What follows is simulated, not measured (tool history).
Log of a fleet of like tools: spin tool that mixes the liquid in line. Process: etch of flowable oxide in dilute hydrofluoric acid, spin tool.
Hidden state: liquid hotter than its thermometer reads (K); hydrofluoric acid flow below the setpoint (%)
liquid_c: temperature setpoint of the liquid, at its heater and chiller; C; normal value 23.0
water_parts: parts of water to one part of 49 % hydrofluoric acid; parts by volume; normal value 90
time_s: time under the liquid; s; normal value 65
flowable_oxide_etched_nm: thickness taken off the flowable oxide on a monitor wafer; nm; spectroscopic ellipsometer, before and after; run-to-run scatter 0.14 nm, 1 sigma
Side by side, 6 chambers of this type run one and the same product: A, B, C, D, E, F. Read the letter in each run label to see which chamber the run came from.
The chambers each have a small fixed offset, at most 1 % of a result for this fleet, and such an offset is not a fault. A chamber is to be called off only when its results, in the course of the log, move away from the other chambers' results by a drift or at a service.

run   hour  liquid_c  water_parts  time_s  hours since the thermometer was replaced  hours since the hydrofluoric acid flow meter was replaced  read-back film thickness of the flowable oxide reference wafer, read on the same gauge (nm)  flowable_oxide_etched_nm
 1D    9.8      23.0           90      65                                     462.8                                                      976.8                                                                                       150.04                    19.778
 2A   25.7      23.0           90      65                                     411.1                                                      644.4                                                                                       150.03                    19.377
 3B   37.2      23.0           90      65                                     584.3                                                      199.2                                                                                       150.01                    20.035
 4F   50.8      23.0           90      65                                     395.3                                                      496.4                                                                                       150.03                    19.848
 5E   65.9      23.0           90      65                                    1797.1                                                     1604.9                                                                                       150.00                    19.919
 6C   74.8      23.0           90      65                                    1198.2                                                      280.5                                                                                       149.98                    20.191
 7A   88.0      23.0           90      65                                     473.4                                                      706.7                                                                                       149.99                    19.730
 8C   96.4      23.0           90      65                                    1219.8                                                      302.1                                                                                       149.98                    20.039
 9B  106.7      23.0           90      65                                     653.8                                                      268.7                                                                                       149.99                    20.278
10D  117.8      23.0           90      65                                     570.8                                                     1084.8                                                                                       150.00                    19.791
11F  127.1      23.0           90      65                                     471.6                                                      572.7                                                                                       150.02                    20.013
12E  142.8      27.5           60      65                                    1874.0                                                     1681.8                                                                                       150.02                    37.736
13B  157.7      27.5           60      65                                     704.8                                                      319.7                                                                                       150.02                    37.614
14A  173.5      27.5           60      65                                     558.9                                                      792.2                                                                                       149.98                    37.069
15F  187.1      27.5           60      65                                     531.6                                                      632.7                                                                                       149.99                    36.785
     188.6  -- chamber D: thermometer replaced
16D  202.0      27.5           60      65                                      13.4                                                     1169.0                                                                                       150.00                    37.009
17C  210.4      27.5           60      65                                    1333.8                                                      416.1                                                                                       150.02                    37.010
     216.5  -- chamber C: hydrofluoric acid flow meter replaced
18E  219.6      23.0           90      65                                    1950.8                                                     1758.6                                                                                       149.97                    20.150
19E  227.3      23.0           90      65                                    1958.5                                                     1766.3                                                                                       149.99                    19.963
20C  235.8      23.0           90      65                                    1359.2                                                       19.3                                                                                       149.96                    20.032
     237.9  -- chamber C: thermometer replaced
21A  245.1      23.0           90      65                                     630.5                                                      863.8                                                                                       150.03                    19.843
     249.4  -- chamber F: thermometer replaced
22D  259.7      27.5           90      80                                      71.1                                                     1226.7                                                                                       150.00                    29.694
23B  275.9      27.5           90      80                                     823.0                                                      437.9                                                                                       150.01                    29.561
24F  291.8      27.5           90      80                                      42.5                                                      737.4                                                                                       150.02                    29.212
25D  300.1      27.5           90      80                                     111.5                                                     1267.1                                                                                       149.99                    29.243
     301.0  -- chamber B: thermometer replaced
26C  314.7      27.5           90      80                                      76.9                                                       98.2                                                                                       150.05                    29.129
27A  322.7      27.5           90      80                                     708.1                                                      941.4                                                                                       149.97                    29.288
28E  330.3      23.0           90      65                                    2061.5                                                     1869.3                                                                                       150.01                    19.967
29B  346.2      23.0           90      65                                      45.3                                                      508.2                                                                                       149.98                    19.774
30F  359.5      23.0           90      65                                     110.2                                                      805.1                                                                                       150.00                    19.857
31A  367.6      23.0           90      65                                     753.0                                                      986.3                                                                                       150.01                    19.912
32D  374.9      23.0           90      65                                     186.3                                                     1341.9                                                                                       150.01                    19.685
33C  386.8      23.0           90      65                                     149.0                                                      170.3                                                                                       149.99                    19.982
34B  396.5      23.0           90      65                                      95.6                                                      558.5                                                                                       149.99                    19.925
35E  412.5      23.0           90      65                                    2143.7                                                     1951.5                                                                                       149.99                    19.986
36F  424.9      23.0           90      65                                     175.6                                                      870.5                                                                                       150.03                    19.840
37E  439.3      23.0           90      65                                    2170.5                                                     1978.3                                                                                       149.93                    19.838
38F  455.7      23.0           90      65                                     206.4                                                      901.3                                                                                       150.01                    19.998
39C  467.4      23.0           90      65                                     229.6                                                      250.9                                                                                       150.01                    19.653

Is one chamber out of step, is the gauge drifting, or do the chambers differ by no more than their own small offsets? For an off chamber, give its letter and the likeliest cause.

No chamber is off and the gauge is stable; the differences are just each chamber's small, constant offset.
